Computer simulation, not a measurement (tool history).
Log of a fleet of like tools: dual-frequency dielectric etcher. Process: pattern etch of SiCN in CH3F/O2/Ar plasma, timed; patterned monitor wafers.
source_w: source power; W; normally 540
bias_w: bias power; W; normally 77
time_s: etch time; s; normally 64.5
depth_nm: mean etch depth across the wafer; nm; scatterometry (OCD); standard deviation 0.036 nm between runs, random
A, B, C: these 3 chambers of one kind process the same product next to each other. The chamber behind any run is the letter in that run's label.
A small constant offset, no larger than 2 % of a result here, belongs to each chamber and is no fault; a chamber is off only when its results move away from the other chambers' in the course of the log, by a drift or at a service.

run,day,source_w,bias_w,time_s,"read-back reference wafer on the same gauge, depth_nm",depth_nm
1B,0.429,540,77,64.5,22.306,27.921
# day 0.679: chamber A: wet clean of the chamber
2A,0.712,540,77,64.5,22.310,27.915
3C,1.079,540,77,64.5,22.314,27.282
4A,1.492,540,77,64.5,22.316,27.989
5C,1.917,540,77,64.5,22.323,27.339
6B,2.412,540,77,64.5,22.334,27.963
7C,2.892,540,77,64.5,22.325,27.347
# day 2.975: chamber B: wet clean of the chamber
8A,3.167,540,77,64.5,22.337,27.942
9B,3.588,540,77,64.5,22.343,27.915
10C,3.983,540,77,64.5,22.339,27.407
11A,4.275,540,77,64.5,22.352,28.008
12B,4.554,540,77,64.5,22.353,27.932
13C,4.817,540,77,64.5,22.356,27.331
14A,5.088,640,77,64.5,22.361,29.854
15B,5.512,640,77,64.5,22.370,29.777
16B,5.812,640,77,64.5,22.360,29.824
17C,6.250,540,77,64.5,22.374,27.322
18A,6.600,540,77,64.5,22.379,27.985
19C,6.988,540,77,64.5,22.376,27.357
20A,7.354,540,77,64.5,22.386,28.068
21B,7.621,540,77,64.5,22.387,28.007
22A,7.871,540,77,64.5,22.386,28.062
23C,8.117,440,77,64.5,22.396,25.422
24B,8.417,440,77,64.5,22.402,25.943
25C,8.775,440,77,64.5,22.394,25.421
26B,9.025,540,77,64.5,22.408,28.064
27A,9.279,630,77,64.5,22.409,29.714
28C,9.783,630,77,64.5,22.407,28.978
29A,10.054,630,77,64.5,22.422,29.778

Read the log: is a single chamber off, either drifting away or since a service, is the gauge that measures every chamber drifting, or is nothing wrong beyond small per-chamber offsets? Name any odd chamber and what most likely caused it.

It is the gauge, not a chamber: its drift shows up in every chamber's results at once, and no chamber is off.
Cause: gauge reads high (%) = 0.539.
